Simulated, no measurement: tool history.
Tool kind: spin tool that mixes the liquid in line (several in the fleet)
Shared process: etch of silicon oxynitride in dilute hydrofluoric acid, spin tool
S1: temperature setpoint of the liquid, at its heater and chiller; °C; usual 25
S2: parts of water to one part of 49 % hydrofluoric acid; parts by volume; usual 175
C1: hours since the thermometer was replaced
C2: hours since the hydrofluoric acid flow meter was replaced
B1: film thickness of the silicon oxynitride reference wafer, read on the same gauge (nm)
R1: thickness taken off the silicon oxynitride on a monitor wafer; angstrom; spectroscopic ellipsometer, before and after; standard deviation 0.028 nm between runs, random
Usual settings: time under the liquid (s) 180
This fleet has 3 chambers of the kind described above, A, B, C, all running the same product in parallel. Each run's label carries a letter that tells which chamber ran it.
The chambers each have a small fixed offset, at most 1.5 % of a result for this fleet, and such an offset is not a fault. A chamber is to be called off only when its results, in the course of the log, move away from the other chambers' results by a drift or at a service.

Run 1C, hour 4.9: usual settings; C1 526; C2 308.7; B1 99.983. Result: R1 36.295 angstrom.
Run 2A, hour 13: usual settings; C1 2215; C2 911.6; B1 100.01. Result: R1 35.296 angstrom.
Run 3B, hour 17.6: usual settings; C1 1704.5; C2 1686.5; B1 99.985. Result: R1 36.018 angstrom.
Run 4A, hour 23.9: usual settings; C1 2225.9; C2 922.5; B1 99.989. Result: R1 35.272 angstrom.
Run 5C, hour 31.8: usual settings; C1 552.9; C2 335.6; B1 99.996. Result: R1 36.095 angstrom.
Run 6B, hour 38.3: usual settings; C1 1725.2; C2 1707.2; B1 100. Result: R1 36.434 angstrom.
Run 7B, hour 46.8: usual settings; C1 1733.7; C2 1715.7; B1 99.994. Result: R1 35.698 angstrom.
Run 8A, hour 55: usual settings; C1 2257; C2 953.6; B1 99.977. Result: R1 35.356 angstrom.
Run 9C, hour 59.9: usual settings but time under the liquid (s) 275; C1 581; C2 363.7; B1 99.991. Result: R1 55.637 angstrom.
Run 10C, hour 68.6: usual settings but time under the liquid (s) 275; C1 589.7; C2 372.4; B1 99.982. Result: R1 54.958 angstrom.
Run 11A, hour 74.5: usual settings but time under the liquid (s) 275; C1 2276.5; C2 973.1; B1 99.997. Result: R1 54.802 angstrom.
Run 12B, hour 82.6: usual settings; C1 1769.5; C2 1751.5; B1 99.989. Result: R1 35.106 angstrom.
Run 13A, hour 87: usual settings; C1 2289; C2 985.6; B1 99.982. Result: R1 35.56 angstrom.
Run 14B, hour 93.3: usual settings; C1 1780.2; C2 1762.2; B1 100. Result: R1 34.537 angstrom.
At hour 93.6: chamber C: hydrofluoric acid flow meter replaced.
Run 15C, hour 101.8: usual settings; C1 622.9; C2 8.3; B1 100.01. Result: R1 35.841 angstrom.
Run 16C, hour 108.7: usual settings; C1 629.8; C2 15.2; B1 100.03. Result: R1 35.689 angstrom.
Run 17B, hour 112.9: usual settings; C1 1799.8; C2 1781.8; B1 99.983. Result: R1 34.127 angstrom.
Run 18A, hour 121.4: usual settings; C1 2323.4; C2 1020; B1 100. Result: R1 35.619 angstrom.
Run 19C, hour 129.5: usual settings but S1 27.5 °C, time under the liquid (s) 215; C1 650.6; C2 36; B1 99.997. Result: R1 48.035 angstrom.
Run 20A, hour 133.7: usual settings but S1 27.5 °C, time under the liquid (s) 215; C1 2335.7; C2 1032.3; B1 99.999. Result: R1 47.301 angstrom.
Run 21B, hour 138.2: usual settings but S1 27.5 °C, time under the liquid (s) 215; C1 1825.1; C2 1807.1; B1 100.01. Result: R1 44.775 angstrom.
Run 22A, hour 143.8: usual settings; C1 2345.8; C2 1042.4; B1 100.01. Result: R1 35.42 angstrom.
Run 23B, hour 150.4: usual settings; C1 1837.3; C2 1819.3; B1 100. Result: R1 33.571 angstrom.
Run 24C, hour 155.4: usual settings; C1 676.5; C2 61.9; B1 100.01. Result: R1 35.756 angstrom.
Run 25A, hour 161.1: usual settings; C1 2363.1; C2 1059.7; B1 100.01. Result: R1 35.533 angstrom.

What goes on in this fleet: one chamber off, a drifting gauge, or nothing beyond the chambers' own small offsets? Name the chamber and the cause, if any.

Little by little, chamber B moves away from the other chambers.
What lies behind it: hydrofluoric acid flow below the setpoint (%) = 8.28.
From this log alone, it may not be told apart from: liquid colder than its thermometer reads (K).

Below are 4 candidate recipes for chamber B's next run, each the usual settings with a change, their results shown as question marks. Which of them brings B's results back in line with what the other chambers give on the usual settings?
To be in line, a result may differ from the other chambers' mean on the usual settings by at most: R1 0.97 angstrom
Run 26B-1, hour 167.4: usual settings but S1 28.5 °C. Result: R1 ?.
Run 26B-2, hour 167.4: usual settings but time under the liquid (s) 165. Result: R1 ?.
Run 26B-3, hour 167.4: usual settings but S2 185 parts by volume, time under the liquid (s) 165. Result: R1 ?.
Run 26B-4, hour 167.4: usual settings but S1 25.5 °C, S2 165 parts by volume. Result: R1 ?.

The mean the other chambers reach with the usual settings: R1 35.771 angstrom
  run      R1
26B-1  37.876
26B-2  29.846
26B-3  27.981
26B-4  35.631
The right change is 26B-4: it brings the chamber back within the allowed miss of the others.
